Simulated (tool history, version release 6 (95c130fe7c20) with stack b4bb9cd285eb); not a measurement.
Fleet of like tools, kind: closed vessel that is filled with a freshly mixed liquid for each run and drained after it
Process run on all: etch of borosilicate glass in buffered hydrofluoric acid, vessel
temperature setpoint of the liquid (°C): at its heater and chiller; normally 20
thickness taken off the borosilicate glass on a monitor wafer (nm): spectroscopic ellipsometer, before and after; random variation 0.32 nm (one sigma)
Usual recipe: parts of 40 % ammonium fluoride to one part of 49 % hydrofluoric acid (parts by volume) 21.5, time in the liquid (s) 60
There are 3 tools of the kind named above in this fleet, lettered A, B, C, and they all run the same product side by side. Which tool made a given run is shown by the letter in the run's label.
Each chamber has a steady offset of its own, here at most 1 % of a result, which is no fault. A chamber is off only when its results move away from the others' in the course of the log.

run   hour  temperature setpoint of the liquid (°C)  parts of 40 % ammonium fluoride to one part of 49 % hydrofluoric acid (parts by volume)  time in the liquid (s)  read-back film thickness of the borosilicate glass reference wafer, read on the same gauge (nm)  thickness taken off the borosilicate glass on a monitor wafer (nm)
 1C    7.4                                       20                                                                                     21.5                      60                                                                                           40.032                                                              32.524
      11.3  -- chamber B: thermometer replaced
 2B   20.1                                       20                                                                                     21.5                      60                                                                                           40.017                                                              32.497
 3A   27.3                                       20                                                                                     21.5                      60                                                                                           40.002                                                              32.725
 4A   39.8                                       20                                                                                     21.5                      60                                                                                           39.944                                                              32.558
 5B   47.8                                       20                                                                                     21.5                      60                                                                                           39.988                                                              32.647
 6C   55.7                                       20                                                                                     21.5                      60                                                                                           39.999                                                              31.797
 7C     67                                       20                                                                                       25                      90                                                                                           40.009                                                              43.275
      73.7  -- chamber C: thermometer replaced
 8A   73.9                                       20                                                                                       25                      90                                                                                           40.024                                                              42.579
 9B   87.1                                       20                                                                                       25                      90                                                                                           39.996                                                              43.827
10B     99                                       20                                                                                     21.5                      60                                                                                           40.016                                                              32.827
11A  106.7                                       20                                                                                     21.5                      60                                                                                           39.971                                                              31.324
12C  118.3                                       20                                                                                     25.5                      60                                                                                           39.989                                                              28.756
13B  125.5                                       20                                                                                     25.5                      60                                                                                           40.017                                                              28.697
14C  131.8                                       20                                                                                     25.5                      60                                                                                           39.987                                                              28.303
15A  138.2                                     22.5                                                                                     21.5                      85                                                                                           40.029                                                              50.065
16C    151                                     22.5                                                                                     21.5                      85                                                                                           39.955                                                              52.337
17B    159                                     22.5                                                                                     21.5                      85                                                                                           39.993                                                              52.596
18A    170                                       20                                                                                     21.5                      60                                                                                           40.035                                                              30.776
19B  180.5                                       20                                                                                     21.5                      60                                                                                            39.99                                                              32.676
20A  193.2                                       20                                                                                     21.5                      60                                                                                           39.977                                                              30.115
21C  206.2                                       20                                                                                     21.5                      60                                                                                           40.015                                                              32.159
22C  220.1                                       20                                                                                     21.5                      60                                                                                           40.048                                                              32.003
23B  231.4                                       20                                                                                     21.5                      60                                                                                           40.001                                                              32.777
24A  242.4                                       20                                                                                     21.5                      60                                                                                           40.002                                                              29.507
25A    254                                       17                                                                                     26.5                      60                                                                                           40.031                                                              21.409
26C  260.7                                       17                                                                                     26.5                      60                                                                                           40.031                                                              23.967
27B  271.7                                       17                                                                                     26.5                      60                                                                                           39.982                                                              23.867
28B  286.1                                       20                                                                                     21.5                      60                                                                                           40.015                                                              32.519

The same settings go to every chamber for the next run, one line per chamber below. Forecast the results for each:
29A  296.6                                       20                                                                                     21.5                      60                                                                                                                                                                    ?
29B  296.6                                       20                                                                                     21.5                      60                                                                                                                                                                    ?
29C  296.6                                       20                                                                                     21.5                      60                                                                                                                                                                    ?

run  thickness taken off the borosilicate glass on a monitor wafer (nm)
29A                                                              28.486
29B                                                              32.691
29C                                                              31.893
